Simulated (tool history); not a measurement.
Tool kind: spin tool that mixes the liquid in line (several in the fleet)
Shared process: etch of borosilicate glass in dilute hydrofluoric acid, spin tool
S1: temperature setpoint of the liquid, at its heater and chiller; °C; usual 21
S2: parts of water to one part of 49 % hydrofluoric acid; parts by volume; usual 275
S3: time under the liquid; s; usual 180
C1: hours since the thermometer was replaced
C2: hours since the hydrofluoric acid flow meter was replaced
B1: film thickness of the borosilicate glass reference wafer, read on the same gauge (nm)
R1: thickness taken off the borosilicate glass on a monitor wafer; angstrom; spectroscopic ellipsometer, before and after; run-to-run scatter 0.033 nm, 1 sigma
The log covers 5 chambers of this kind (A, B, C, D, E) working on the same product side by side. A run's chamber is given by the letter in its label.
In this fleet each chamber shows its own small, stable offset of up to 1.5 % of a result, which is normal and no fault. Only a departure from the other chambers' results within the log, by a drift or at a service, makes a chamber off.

run,hour,S1,S2,S3,C1,C2,B1,R1
1D,6.9,21,275,180,1245.5,1078.1,40.027,90.267
2A,15.6,21,275,180,1001.8,857.9,40.013,90.181
3E,23,21,275,180,1185,522.9,40.022,89.833
4B,30.3,21,275,180,1159,293.6,40.004,89.069
5C,38.6,21,275,180,183.4,716.6,39.984,89.46
# hour 42.1: chamber E: hydrofluoric acid flow meter replaced
6C,48.8,21,275,180,193.6,726.8,39.988,89.022
7E,61.3,21,275,180,1223.3,19.2,40.009,89.974
8B,74.8,21,275,180,1203.5,338.1,40.033,89.868
9A,82.1,21,275,180,1068.3,924.4,40.007,89.162
10D,89.1,24,275,180,1327.7,1160.3,40.028,101.09
# hour 89.7: chamber D: thermometer replaced
11D,95.2,24,275,180,5.5,1166.4,40.005,100.71
12E,107,24,275,180,1269,64.9,40.002,100.37
13C,115.5,24,275,180,260.3,793.5,40.009,98.737
14B,122.1,24,275,180,1250.8,385.4,40.007,99.662
15A,133.5,21,275,180,1119.7,975.8,40.037,89.073
16C,139.4,21,275,180,284.2,817.4,39.979,88.839
17B,147.5,21,275,180,1276.2,410.8,40.008,89.598
18E,158.5,21,275,180,1320.5,116.4,39.997,90.103
19D,164.8,21,275,180,75.1,1236,39.981,90.825
20A,174.2,21,275,180,1160.4,1016.5,40.008,89.443
21D,181.8,21,185,135,92.1,1253,40.024,110.98
22B,188.9,21,185,135,1317.6,452.2,40.021,107.91
23C,198.5,21,185,135,343.3,876.5,39.983,106.34
24A,208.9,21,185,135,1195.1,1051.2,40.003,108.1
25E,217,21,185,135,1379,174.9,40.007,109.65
26C,224.9,21,275,180,369.7,902.9,39.999,87.339
27A,231.4,21,275,180,1217.6,1073.7,40.026,89.118
28D,237.9,21,275,180,148.2,1309.1,39.997,91.539
29E,250.3,21,275,180,1412.3,208.2,40,88.882
30B,258.9,21,275,180,1387.6,522.2,39.988,89.12
31B,268.4,21,275,180,1397.1,531.7,40.016,88.954
32D,281.3,21,275,180,191.6,1352.5,39.997,90.817
33C,288.1,21,275,180,432.9,966.1,39.965,86.332
34A,301.5,21,275,180,1287.7,1143.8,40.012,89.132
35E,313.6,21,275,180,1475.6,271.5,39.983,90.153

For the next run the whole fleet of 5 chambers uses the same settings. Give each chamber's results:
36A,323.3,21,320,180,,,,?
36B,323.3,21,320,180,,,,?
36C,323.3,21,320,180,,,,?
36D,323.3,21,320,180,,,,?
36E,323.3,21,320,180,,,,?

run,R1
36A,73.736
36B,73.865
36C,70.318
36D,74.659
36E,73.717

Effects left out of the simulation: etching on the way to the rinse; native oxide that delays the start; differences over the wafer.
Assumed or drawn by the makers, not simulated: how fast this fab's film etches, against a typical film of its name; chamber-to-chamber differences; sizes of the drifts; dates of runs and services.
